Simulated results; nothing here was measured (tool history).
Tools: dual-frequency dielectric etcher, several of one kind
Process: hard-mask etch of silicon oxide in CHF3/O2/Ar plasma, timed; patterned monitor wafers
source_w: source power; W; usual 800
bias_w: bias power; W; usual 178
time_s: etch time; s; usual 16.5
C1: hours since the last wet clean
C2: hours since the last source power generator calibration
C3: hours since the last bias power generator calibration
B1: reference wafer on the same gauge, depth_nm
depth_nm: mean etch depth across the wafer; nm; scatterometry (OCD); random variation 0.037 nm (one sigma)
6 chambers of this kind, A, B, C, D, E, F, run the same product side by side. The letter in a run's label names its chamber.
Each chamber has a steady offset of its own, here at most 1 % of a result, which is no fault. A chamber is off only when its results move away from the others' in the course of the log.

run 1E hour=10.5 | source_w=800 bias_w=178 time_s=16.5 | C1=111.6 C2=1331.2 C3=3093.4 | B1=31.309 | depth_nm=36.63
run 2F hour=22.6 | source_w=800 bias_w=178 time_s=16.5 | C1=86.3 C2=187.1 C3=1891.4 | B1=31.307 | depth_nm=36.352
run 3B hour=30.4 | source_w=800 bias_w=178 time_s=16.5 | C1=436.5 C2=786.7 C3=3323.2 | B1=31.301 | depth_nm=36.251
run 4C hour=45.3 | source_w=800 bias_w=178 time_s=16.5 | C1=47 C2=3093.1 C3=957 | B1=31.309 | depth_nm=36.462
run 5D hour=57.6 | source_w=880 bias_w=178 time_s=14 | C1=343.2 C2=2040.6 C3=1227.4 | B1=31.311 | depth_nm=31.909
run 6A hour=70.3 | source_w=880 bias_w=178 time_s=14 | C1=167.2 C2=1964.8 C3=3950 | B1=31.326 | depth_nm=31.646
-- hour=83.4 chamber B: wet clean of the chamber
run 7A hour=85.2 | source_w=880 bias_w=178 time_s=14 | C1=182.1 C2=1979.7 C3=3964.9 | B1=31.316 | depth_nm=31.701
run 8F hour=92.6 | source_w=880 bias_w=178 time_s=14 | C1=156.3 C2=257.1 C3=1961.4 | B1=31.322 | depth_nm=32.048
-- hour=93.8 chamber C: source power generator calibrated
-- hour=98.7 chamber B: bias power generator calibrated
run 9B hour=101.4 | source_w=880 bias_w=178 time_s=14 | C1=18 C2=857.7 C3=2.7 | B1=31.323 | depth_nm=31.968
run 10C hour=110 | source_w=880 bias_w=178 time_s=14 | C1=111.7 C2=16.2 C3=1021.7 | B1=31.32 | depth_nm=32.112
run 11D hour=118.3 | source_w=800 bias_w=178 time_s=16.5 | C1=403.9 C2=2101.3 C3=1288.1 | B1=31.329 | depth_nm=36.346
run 12E hour=130.8 | source_w=800 bias_w=178 time_s=16.5 | C1=231.9 C2=1451.5 C3=3213.7 | B1=31.334 | depth_nm=36.682
run 13D hour=138.3 | source_w=800 bias_w=178 time_s=16.5 | C1=423.9 C2=2121.3 C3=1308.1 | B1=31.328 | depth_nm=36.364
run 14E hour=147.7 | source_w=640 bias_w=143 time_s=16.5 | C1=248.8 C2=1468.4 C3=3230.6 | B1=31.324 | depth_nm=31.375
run 15C hour=158.3 | source_w=640 bias_w=143 time_s=16.5 | C1=160 C2=64.5 C3=1070 | B1=31.337 | depth_nm=31.093
-- hour=159 chamber E: source power generator calibrated
run 16A hour=171.8 | source_w=640 bias_w=143 time_s=16.5 | C1=268.7 C2=2066.3 C3=4051.5 | B1=31.34 | depth_nm=30.656
run 17F hour=186.2 | source_w=640 bias_w=143 time_s=16.5 | C1=249.9 C2=350.7 C3=2055 | B1=31.351 | depth_nm=31.055
run 18B hour=194.8 | source_w=640 bias_w=143 time_s=16.5 | C1=111.4 C2=951.1 C3=96.1 | B1=31.351 | depth_nm=30.979
run 19C hour=208.9 | source_w=640 bias_w=143 time_s=16.5 | C1=210.6 C2=115.1 C3=1120.6 | B1=31.353 | depth_nm=31.174
run 20D hour=219.8 | source_w=800 bias_w=178 time_s=16.5 | C1=505.4 C2=2202.8 C3=1389.6 | B1=31.346 | depth_nm=36.385
run 21E hour=234.8 | source_w=800 bias_w=178 time_s=16.5 | C1=335.9 C2=75.8 C3=3317.7 | B1=31.36 | depth_nm=36.669
run 22B hour=247.7 | source_w=800 bias_w=178 time_s=16.5 | C1=164.3 C2=1004 C3=149 | B1=31.365 | depth_nm=36.306
run 23A hour=263.6 | source_w=800 bias_w=178 time_s=16.5 | C1=360.5 C2=2158.1 C3=4143.3 | B1=31.369 | depth_nm=36.035
run 24F hour=275.4 | source_w=800 bias_w=178 time_s=16.5 | C1=339.1 C2=439.9 C3=2144.2 | B1=31.37 | depth_nm=36.422
-- hour=286.1 chamber D: wet clean of the chamber
run 25C hour=289.7 | source_w=800 bias_w=178 time_s=16.5 | C1=291.4 C2=195.9 C3=1201.4 | B1=31.378 | depth_nm=36.441
run 26A hour=300.9 | source_w=890 bias_w=178 time_s=14 | C1=397.8 C2=2195.4 C3=4180.6 | B1=31.382 | depth_nm=31.872
run 27F hour=314.6 | source_w=890 bias_w=178 time_s=14 | C1=378.3 C2=479.1 C3=2183.4 | B1=31.387 | depth_nm=32.227
run 28B hour=328.9 | source_w=890 bias_w=178 time_s=14 | C1=245.5 C2=1085.2 C3=230.2 | B1=31.382 | depth_nm=32.125
run 29D hour=336.9 | source_w=890 bias_w=178 time_s=14 | C1=50.8 C2=2319.9 C3=1506.7 | B1=31.387 | depth_nm=32.118
run 30E hour=344.2 | source_w=890 bias_w=178 time_s=14 | C1=445.3 C2=185.2 C3=3427.1 | B1=31.39 | depth_nm=32.429
run 31A hour=359.4 | source_w=890 bias_w=178 time_s=14 | C1=456.3 C2=2253.9 C3=4239.1 | B1=31.388 | depth_nm=31.869
run 32B hour=367.7 | source_w=800 bias_w=178 time_s=16.5 | C1=284.3 C2=1124 C3=269 | B1=31.391 | depth_nm=36.37
run 33E hour=382.8 | source_w=800 bias_w=178 time_s=16.5 | C1=483.9 C2=223.8 C3=3465.7 | B1=31.399 | depth_nm=36.695
run 34C hour=395.7 | source_w=800 bias_w=178 time_s=16.5 | C1=397.4 C2=301.9 C3=1307.4 | B1=31.404 | depth_nm=36.612
run 35F hour=406 | source_w=670 bias_w=178 time_s=12.5 | C1=469.7 C2=570.5 C3=2274.8 | B1=31.397 | depth_nm=25.758
run 36D hour=416.8 | source_w=670 bias_w=178 time_s=12.5 | C1=130.7 C2=2399.8 C3=1586.6 | B1=31.4 | depth_nm=25.83
run 37F hour=429.4 | source_w=670 bias_w=178 time_s=12.5 | C1=493.1 C2=593.9 C3=2298.2 | B1=31.41 | depth_nm=25.817
run 38C hour=445.5 | source_w=670 bias_w=178 time_s=12.5 | C1=447.2 C2=351.7 C3=1357.2 | B1=31.419 | depth_nm=25.879
run 39B hour=453.5 | source_w=670 bias_w=178 time_s=12.5 | C1=370.1 C2=1209.8 C3=354.8 | B1=31.408 | depth_nm=25.721
run 40D hour=462.1 | source_w=670 bias_w=178 time_s=12.5 | C1=176 C2=2445.1 C3=1631.9 | B1=31.426 | depth_nm=25.775
run 41E hour=471.4 | source_w=800 bias_w=178 time_s=16.5 | C1=572.5 C2=312.4 C3=3554.3 | B1=31.422 | depth_nm=36.684
run 42A hour=483.9 | source_w=800 bias_w=178 time_s=16.5 | C1=580.8 C2=2378.4 C3=4363.6 | B1=31.426 | depth_nm=36.104
-- hour=489.9 chamber E: wet clean of the chamber
run 43E hour=500.1 | source_w=630 bias_w=210 time_s=16.5 | C1=10.3 C2=341.1 C3=3583 | B1=31.43 | depth_nm=35.476

All 6 chambers run these settings next. Forecast each chamber's results:
run 44A hour=512.1 | source_w=800 bias_w=178 time_s=16.5 | depth_nm=?
run 44B hour=512.1 | source_w=800 bias_w=178 time_s=16.5 | depth_nm=?
run 44C hour=512.1 | source_w=800 bias_w=178 time_s=16.5 | depth_nm=?
run 44D hour=512.1 | source_w=800 bias_w=178 time_s=16.5 | depth_nm=?
run 44E hour=512.1 | source_w=800 bias_w=178 time_s=16.5 | depth_nm=?
run 44F hour=512.1 | source_w=800 bias_w=178 time_s=16.5 | depth_nm=?

run=44A depth_nm=36.124
run=44B depth_nm=36.449
run=44C depth_nm=36.603
run=44D depth_nm=36.464
run=44E depth_nm=36.753
run=44F depth_nm=36.422
